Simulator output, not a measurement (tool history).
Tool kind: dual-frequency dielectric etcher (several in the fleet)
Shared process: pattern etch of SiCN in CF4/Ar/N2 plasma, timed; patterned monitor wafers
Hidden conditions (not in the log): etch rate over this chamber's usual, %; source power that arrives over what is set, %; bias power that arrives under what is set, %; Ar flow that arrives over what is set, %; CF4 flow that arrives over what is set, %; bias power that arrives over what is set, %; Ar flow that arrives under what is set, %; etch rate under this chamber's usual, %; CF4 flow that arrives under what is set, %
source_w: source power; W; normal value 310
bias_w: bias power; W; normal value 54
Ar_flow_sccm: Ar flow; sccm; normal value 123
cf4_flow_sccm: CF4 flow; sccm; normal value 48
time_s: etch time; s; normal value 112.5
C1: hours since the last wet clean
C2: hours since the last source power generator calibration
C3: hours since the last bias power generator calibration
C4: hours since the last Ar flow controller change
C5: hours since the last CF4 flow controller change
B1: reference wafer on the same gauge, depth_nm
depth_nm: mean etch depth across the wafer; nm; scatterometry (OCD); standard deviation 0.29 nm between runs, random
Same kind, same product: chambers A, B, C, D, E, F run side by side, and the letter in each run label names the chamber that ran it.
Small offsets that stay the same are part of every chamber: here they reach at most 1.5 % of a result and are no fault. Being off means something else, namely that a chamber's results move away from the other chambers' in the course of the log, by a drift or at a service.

-- hour=2.3 chamber C: CF4 flow controller replaced
run 1F hour=5.3 | source_w=310 bias_w=54 Ar_flow_sccm=123 cf4_flow_sccm=48 time_s=112.5 | C1=205 C2=1328.1 C3=1395.1 C4=4785.4 C5=3668.3 | B1=68.346 | depth_nm=57.855
run 2A hour=12.6 | source_w=310 bias_w=54 Ar_flow_sccm=123 cf4_flow_sccm=48 time_s=112.5 | C1=292.9 C2=2331.4 C3=397.1 C4=2653.5 C5=385.8 | B1=68.435 | depth_nm=57.394
run 3C hour=17.1 | source_w=310 bias_w=54 Ar_flow_sccm=123 cf4_flow_sccm=48 time_s=112.5 | C1=258.6 C2=226.2 C3=1264.8 C4=1528.8 C5=14.8 | B1=68.469 | depth_nm=56.354
run 4B hour=24.9 | source_w=310 bias_w=54 Ar_flow_sccm=123 cf4_flow_sccm=48 time_s=112.5 | C1=144.2 C2=467.1 C3=852.1 C4=3385.6 C5=702.7 | B1=68.37 | depth_nm=57.809
run 5D hour=29.1 | source_w=310 bias_w=54 Ar_flow_sccm=123 cf4_flow_sccm=48 time_s=112.5 | C1=401.9 C2=3471.8 C3=1844.3 C4=3009.7 C5=3370.8 | B1=68.491 | depth_nm=56.741
run 6E hour=33.9 | source_w=310 bias_w=54 Ar_flow_sccm=123 cf4_flow_sccm=48 time_s=112.5 | C1=486.7 C2=795.6 C3=53 C4=354.5 C5=3276.1 | B1=68.305 | depth_nm=56.653
-- hour=38.3 chamber E: wet clean of the chamber
run 7F hour=40.8 | source_w=310 bias_w=54 Ar_flow_sccm=123 cf4_flow_sccm=48 time_s=112.5 | C1=240.5 C2=1363.6 C3=1430.6 C4=4820.9 C5=3703.8 | B1=68.38 | depth_nm=57.989
run 8C hour=44.8 | source_w=310 bias_w=54 Ar_flow_sccm=123 cf4_flow_sccm=48 time_s=112.5 | C1=286.3 C2=253.9 C3=1292.5 C4=1556.5 C5=42.5 | B1=68.39 | depth_nm=56.402
run 9B hour=49.7 | source_w=310 bias_w=54 Ar_flow_sccm=123 cf4_flow_sccm=48 time_s=112.5 | C1=169 C2=491.9 C3=876.9 C4=3410.4 C5=727.5 | B1=68.461 | depth_nm=57.745
run 10E hour=56.4 | source_w=310 bias_w=54 Ar_flow_sccm=123 cf4_flow_sccm=48 time_s=112.5 | C1=18.1 C2=818.1 C3=75.5 C4=377 C5=3298.6 | B1=68.463 | depth_nm=56.626
run 11D hour=63.9 | source_w=310 bias_w=54 Ar_flow_sccm=123 cf4_flow_sccm=48 time_s=112.5 | C1=436.7 C2=3506.6 C3=1879.1 C4=3044.5 C5=3405.6 | B1=68.347 | depth_nm=56.896
run 12A hour=73 | source_w=310 bias_w=54 Ar_flow_sccm=123 cf4_flow_sccm=48 time_s=112.5 | C1=353.3 C2=2391.8 C3=457.5 C4=2713.9 C5=446.2 | B1=68.459 | depth_nm=57.006
-- hour=76.4 chamber A: wet clean of the chamber
run 13A hour=81.8 | source_w=310 bias_w=54 Ar_flow_sccm=123 cf4_flow_sccm=48 time_s=112.5 | C1=5.5 C2=2400.6 C3=466.3 C4=2722.7 C5=455 | B1=68.431 | depth_nm=57.089
run 14B hour=90.2 | source_w=310 bias_w=54 Ar_flow_sccm=123 cf4_flow_sccm=48 time_s=112.5 | C1=209.5 C2=532.4 C3=917.4 C4=3450.9 C5=768 | B1=68.405 | depth_nm=58.057
run 15C hour=96.4 | source_w=310 bias_w=54 Ar_flow_sccm=109 cf4_flow_sccm=48 time_s=112.5 | C1=337.9 C2=305.5 C3=1344.1 C4=1608.1 C5=94.1 | B1=68.444 | depth_nm=58.195
-- hour=99.7 chamber D: wet clean of the chamber
run 16E hour=100.7 | source_w=310 bias_w=54 Ar_flow_sccm=109 cf4_flow_sccm=48 time_s=112.5 | C1=62.4 C2=862.4 C3=119.8 C4=421.3 C5=3342.9 | B1=68.319 | depth_nm=58.145
run 17F hour=109.2 | source_w=310 bias_w=54 Ar_flow_sccm=109 cf4_flow_sccm=48 time_s=112.5 | C1=308.9 C2=1432 C3=1499 C4=4889.3 C5=3772.2 | B1=68.412 | depth_nm=59.345
run 18D hour=114.5 | source_w=310 bias_w=54 Ar_flow_sccm=109 cf4_flow_sccm=48 time_s=112.5 | C1=14.8 C2=3557.2 C3=1929.7 C4=3095.1 C5=3456.2 | B1=68.408 | depth_nm=55.545
run 19F hour=123.4 | source_w=310 bias_w=54 Ar_flow_sccm=109 cf4_flow_sccm=48 time_s=112.5 | C1=323.1 C2=1446.2 C3=1513.2 C4=4903.5 C5=3786.4 | B1=68.356 | depth_nm=59.145
run 20A hour=132.3 | source_w=310 bias_w=54 Ar_flow_sccm=109 cf4_flow_sccm=48 time_s=112.5 | C1=56 C2=2451.1 C3=516.8 C4=2773.2 C5=505.5 | B1=68.473 | depth_nm=58.499
run 21C hour=138 | source_w=310 bias_w=54 Ar_flow_sccm=123 cf4_flow_sccm=38 time_s=112.5 | C1=379.5 C2=347.1 C3=1385.7 C4=1649.7 C5=135.7 | B1=68.346 | depth_nm=54.788
run 22B hour=143 | source_w=310 bias_w=54 Ar_flow_sccm=123 cf4_flow_sccm=38 time_s=112.5 | C1=262.3 C2=585.2 C3=970.2 C4=3503.7 C5=820.8 | B1=68.378 | depth_nm=55.806
run 23D hour=151.9 | source_w=310 bias_w=54 Ar_flow_sccm=123 cf4_flow_sccm=38 time_s=112.5 | C1=52.2 C2=3594.6 C3=1967.1 C4=3132.5 C5=3493.6 | B1=68.45 | depth_nm=52.161
run 24E hour=158 | source_w=310 bias_w=54 Ar_flow_sccm=123 cf4_flow_sccm=38 time_s=112.5 | C1=119.7 C2=919.7 C3=177.1 C4=478.6 C5=3400.2 | B1=68.444 | depth_nm=54.798
run 25A hour=165.4 | source_w=310 bias_w=54 Ar_flow_sccm=123 cf4_flow_sccm=38 time_s=112.5 | C1=89.1 C2=2484.2 C3=549.9 C4=2806.3 C5=538.6 | B1=68.452 | depth_nm=54.598
run 26F hour=172.5 | source_w=310 bias_w=54 Ar_flow_sccm=123 cf4_flow_sccm=38 time_s=112.5 | C1=372.2 C2=1495.3 C3=1562.3 C4=4952.6 C5=3835.5 | B1=68.359 | depth_nm=55.319
run 27C hour=177.7 | source_w=310 bias_w=54 Ar_flow_sccm=123 cf4_flow_sccm=48 time_s=112.5 | C1=419.2 C2=386.8 C3=1425.4 C4=1689.4 C5=175.4 | B1=68.466 | depth_nm=57.105
run 28E hour=185.3 | source_w=310 bias_w=54 Ar_flow_sccm=123 cf4_flow_sccm=48 time_s=112.5 | C1=147 C2=947 C3=204.4 C4=505.9 C5=3427.5 | B1=68.282 | depth_nm=56.566
run 29B hour=189.4 | source_w=310 bias_w=54 Ar_flow_sccm=123 cf4_flow_sccm=48 time_s=112.5 | C1=308.7 C2=631.6 C3=1016.6 C4=3550.1 C5=867.2 | B1=68.451 | depth_nm=57.936
run 30D hour=193.7 | source_w=310 bias_w=54 Ar_flow_sccm=123 cf4_flow_sccm=48 time_s=112.5 | C1=94 C2=3636.4 C3=2008.9 C4=3174.3 C5=3535.4 | B1=68.346 | depth_nm=54.378
run 31E hour=201.9 | source_w=310 bias_w=54 Ar_flow_sccm=123 cf4_flow_sccm=48 time_s=112.5 | C1=163.6 C2=963.6 C3=221 C4=522.5 C5=3444.1 | B1=68.36 | depth_nm=56.944
run 32C hour=206.2 | source_w=310 bias_w=54 Ar_flow_sccm=123 cf4_flow_sccm=48 time_s=112.5 | C1=447.7 C2=415.3 C3=1453.9 C4=1717.9 C5=203.9 | B1=68.499 | depth_nm=57.096
run 33B hour=215 | source_w=310 bias_w=54 Ar_flow_sccm=123 cf4_flow_sccm=48 time_s=112.5 | C1=334.3 C2=657.2 C3=1042.2 C4=3575.7 C5=892.8 | B1=68.449 | depth_nm=58.092
-- hour=216.5 chamber C: wet clean of the chamber
run 34D hour=220.4 | source_w=310 bias_w=54 Ar_flow_sccm=123 cf4_flow_sccm=48 time_s=112.5 | C1=120.7 C2=3663.1 C3=2035.6 C4=3201 C5=3562.1 | B1=68.457 | depth_nm=54.523
run 35A hour=228.8 | source_w=310 bias_w=54 Ar_flow_sccm=123 cf4_flow_sccm=48 time_s=112.5 | C1=152.5 C2=2547.6 C3=613.3 C4=2869.7 C5=602 | B1=68.392 | depth_nm=57.709
run 36F hour=233.3 | source_w=310 bias_w=54 Ar_flow_sccm=123 cf4_flow_sccm=48 time_s=112.5 | C1=433 C2=1556.1 C3=1623.1 C4=5013.4 C5=3896.3 | B1=68.368 | depth_nm=57.584
run 37E hour=242.6 | source_w=310 bias_w=54 Ar_flow_sccm=123 cf4_flow_sccm=48 time_s=112.5 | C1=204.3 C2=1004.3 C3=261.7 C4=563.2 C5=3484.8 | B1=68.469 | depth_nm=56.689
run 38F hour=249.7 | source_w=310 bias_w=54 Ar_flow_sccm=123 cf4_flow_sccm=48 time_s=112.5 | C1=449.4 C2=1572.5 C3=1639.5 C4=5029.8 C5=3912.7 | B1=68.393 | depth_nm=57.923
run 39B hour=254.8 | source_w=310 bias_w=54 Ar_flow_sccm=123 cf4_flow_sccm=48 time_s=112.5 | C1=374.1 C2=697 C3=1082 C4=3615.5 C5=932.6 | B1=68.417 | depth_nm=58.283
run 40C hour=263 | source_w=250 bias_w=54 Ar_flow_sccm=98 cf4_flow_sccm=48 time_s=112.5 | C1=46.5 C2=472.1 C3=1510.7 C4=1774.7 C5=260.7 | B1=68.325 | depth_nm=48.831
run 41D hour=271.6 | source_w=250 bias_w=54 Ar_flow_sccm=98 cf4_flow_sccm=48 time_s=112.5 | C1=171.9 C2=3714.3 C3=2086.8 C4=3252.2 C5=3613.3 | B1=68.306 | depth_nm=47.397

All 6 chambers run these settings next. Forecast each chamber's results:
run 42A hour=278.2 | source_w=310 bias_w=54 Ar_flow_sccm=123 cf4_flow_sccm=48 time_s=112.5 | depth_nm=?
run 42B hour=278.2 | source_w=310 bias_w=54 Ar_flow_sccm=123 cf4_flow_sccm=48 time_s=112.5 | depth_nm=?
run 42C hour=278.2 | source_w=310 bias_w=54 Ar_flow_sccm=123 cf4_flow_sccm=48 time_s=112.5 | depth_nm=?
run 42D hour=278.2 | source_w=310 bias_w=54 Ar_flow_sccm=123 cf4_flow_sccm=48 time_s=112.5 | depth_nm=?
run 42E hour=278.2 | source_w=310 bias_w=54 Ar_flow_sccm=123 cf4_flow_sccm=48 time_s=112.5 | depth_nm=?
run 42F hour=278.2 | source_w=310 bias_w=54 Ar_flow_sccm=123 cf4_flow_sccm=48 time_s=112.5 | depth_nm=?

run=42A depth_nm=56.997
run=42B depth_nm=58.596
run=42C depth_nm=56.838
run=42D depth_nm=55.136
run=42E depth_nm=56.795
run=42F depth_nm=57.607

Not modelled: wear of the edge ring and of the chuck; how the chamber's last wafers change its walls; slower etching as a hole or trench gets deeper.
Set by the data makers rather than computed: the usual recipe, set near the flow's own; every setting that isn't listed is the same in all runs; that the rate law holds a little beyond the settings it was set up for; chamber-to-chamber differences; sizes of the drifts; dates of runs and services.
